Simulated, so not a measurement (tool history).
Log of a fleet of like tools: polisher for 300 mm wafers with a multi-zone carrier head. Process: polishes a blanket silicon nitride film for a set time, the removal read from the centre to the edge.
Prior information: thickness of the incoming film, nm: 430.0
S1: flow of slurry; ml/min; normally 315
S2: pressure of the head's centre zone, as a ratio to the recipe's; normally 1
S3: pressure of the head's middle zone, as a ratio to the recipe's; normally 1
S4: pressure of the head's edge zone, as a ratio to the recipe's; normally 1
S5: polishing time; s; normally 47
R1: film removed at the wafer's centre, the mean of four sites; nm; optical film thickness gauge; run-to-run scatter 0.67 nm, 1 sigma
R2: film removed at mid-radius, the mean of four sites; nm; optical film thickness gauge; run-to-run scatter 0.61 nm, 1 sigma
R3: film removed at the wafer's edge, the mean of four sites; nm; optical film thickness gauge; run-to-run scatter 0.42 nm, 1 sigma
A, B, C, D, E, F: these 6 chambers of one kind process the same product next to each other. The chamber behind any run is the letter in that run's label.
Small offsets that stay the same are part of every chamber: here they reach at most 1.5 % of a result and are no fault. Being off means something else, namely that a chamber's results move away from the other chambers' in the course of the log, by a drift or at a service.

run,day,S1,S2,S3,S4,S5,R1,R2,R3
# day 0.383: chamber A: worn pad replaced by a new one
1A,0.542,315,1,1,1,47,65.418,65.838,65.928
2F,1.017,315,1,1,1,47,65.247,66.398,66.01
# day 1.421: chamber D: edge zone pressure recalibrated
3C,1.571,315,1,1,1,47,67.208,66.282,65.601
4B,2.029,315,1,1,1,47,66.333,65.858,66.025
# day 2.1: chamber F: worn pad replaced by a new one
5E,2.433,315,1,1,1.11,61,87.062,84,90.155
# day 2.45: chamber B: slurry nozzle cleaned
# day 2.604: chamber B: edge zone pressure recalibrated
6D,2.833,315,1,1,1.11,61,85.247,83.922,91.069
# day 2.883: chamber B: worn pad replaced by a new one
# day 2.95: chamber E: worn pad replaced by a new one
7B,3.112,315,1,1,1.11,61,86.528,84.961,88.993
# day 3.329: chamber C: worn pad replaced by a new one
# day 3.388: chamber D: slurry nozzle cleaned
# day 3.438: chamber D: worn pad replaced by a new one
8C,3.575,315,1,1,1.11,61,83.881,86.766,89.977
# day 3.708: chamber A: worn pad replaced by a new one
9A,4.138,315,1,1,1.11,61,86.185,86.153,92.32
# day 4.267: chamber E: edge zone pressure recalibrated
# day 4.4: chamber A: slurry nozzle cleaned
10F,4.683,315,1,1,1.11,61,84.608,85.432,90.83
11E,5.196,315,1,1,1,47,67.094,64.845,66.318
# day 5.325: chamber F: worn pad replaced by a new one
12D,5.733,315,1,1,1,47,66.027,64.774,65.728
# day 5.896: chamber B: worn pad replaced by a new one
13C,6.004,315,1,1,1,47,66.952,64.517,65.423
# day 6.025: chamber E: worn pad replaced by a new one
# day 6.308: chamber A: edge zone pressure recalibrated
14A,6.433,315,1,1,1,47,67.734,66.255,65.783
15B,6.8,315,1,1,1,47,66.008,65.927,65.152
# day 6.908: chamber C: worn pad replaced by a new one
# day 7.033: chamber C: centre zone pressure recalibrated
16E,7.233,315,1,1,1,47,66.199,65.613,66.023
# day 7.417: chamber A: worn pad replaced by a new one
17D,7.517,315,1,1,1,47,66.089,65.043,66.55
# day 7.708: chamber F: slurry nozzle cleaned
# day 7.946: chamber D: centre zone pressure recalibrated
18F,7.988,315,1,1,1,47,65.469,66.493,67.209
# day 8.288: chamber D: worn pad replaced by a new one
19E,8.521,315,1,1,1,47,66.334,64.919,65.925
# day 8.65: chamber B: worn pad replaced by a new one
# day 8.688: chamber F: worn pad replaced by a new one
20D,8.854,315,1,1,1,47,64.164,65.548,66.453
21A,9.204,315,1,1,1,47,68.88,65.105,66.67
# day 9.45: chamber E: worn pad replaced by a new one
22F,9.704,315,1,1,1,47,65.201,65.992,65.959
23B,10.1,315,1,1,1,47,66.346,66.428,65.666
# day 10.246: chamber F: centre zone pressure recalibrated
24C,10.617,315,1,1,1,47,65.844,64.935,65.543
# day 10.629: chamber A: worn pad replaced by a new one
25C,10.971,315,1,1,1,47,67.2,65.844,65.478
# day 11.017: chamber D: slurry nozzle cleaned
# day 11.133: chamber C: worn pad replaced by a new one
26E,11.292,315,1,1,1,47,66.724,64.376,65.931
# day 11.554: chamber F: worn pad replaced by a new one
# day 11.583: chamber B: worn pad replaced by a new one
27F,11.729,315,1,1,1,47,65.995,66.662,66.737
28D,12.038,315,1,1,1,47,65.117,65.672,67.068
# day 12.15: chamber D: worn pad replaced by a new one
29B,12.446,315,1,1,1,47,66.999,64.938,65.69
30A,12.762,315,1,1,1,47,71.735,65.905,66.524
# day 13.038: chamber E: worn pad replaced by a new one
31F,13.192,315,1,1,1,47,64.655,66.888,66.258
32A,13.525,315,1,1,1,47,73.297,66.393,65.925
33B,13.896,315,1,1,1,47,66.622,66.227,65.777
34E,14.217,240,1,0.92,1,47,63.736,58.376,64.933
# day 14.479: chamber C: edge zone pressure recalibrated
35C,14.546,240,1,0.92,1,47,62.925,59.199,64.53
# day 14.733: chamber D: edge zone pressure recalibrated
# day 14.9: chamber F: worn pad replaced by a new one
36D,14.925,240,1,0.92,1,47,63.142,58.15,64.207
# day 15.112: chamber C: worn pad replaced by a new one
37D,15.271,240,1,0.92,1,47,63.405,58.567,64.242
38C,15.621,240,1,0.92,1,47,64.132,58.772,64.284
39F,16.121,240,1,0.92,1,47,63.167,58.627,64.182

Is one chamber off against the others, does the gauge drift, or is nothing wrong? If a chamber is off, say which, and what the likeliest cause is.

Little by little, chamber A moves away from the other chambers.
Cause: centre zone's pressure above its setpoint, % = 11.1.

Chamber A could run next with any of the 4 candidate recipes listed below; each alters the usual settings, and their results appear as question marks. Which one brings its results back in line with what the other chambers deliver on the usual settings?
Counts as in line when no further than this from what the other chambers average on the usual settings: R1 2.3 nm; R2 2.1 nm; R3 1.5 nm
40A-1,16.525,305,0.87,1.02,1.05,47,?,?,?
40A-2,16.525,325,1.14,0.97,0.95,47,?,?,?
40A-3,16.525,320,1.08,0.99,0.97,47,?,?,?
40A-4,16.525,310,0.92,1.01,1.03,47,?,?,?

Average result of the remaining chambers running the usual settings: R1 65.969 nm; R2 65.661 nm; R3 65.919 nm
run,R1,R2,R3
40A-1,62.245,65.702,66.531
40A-2,84.215,63.047,63.425
40A-3,79.307,64.155,64.029
40A-4,66.326,65.199,65.931
40A-4 puts the chamber back in line with the other chambers.
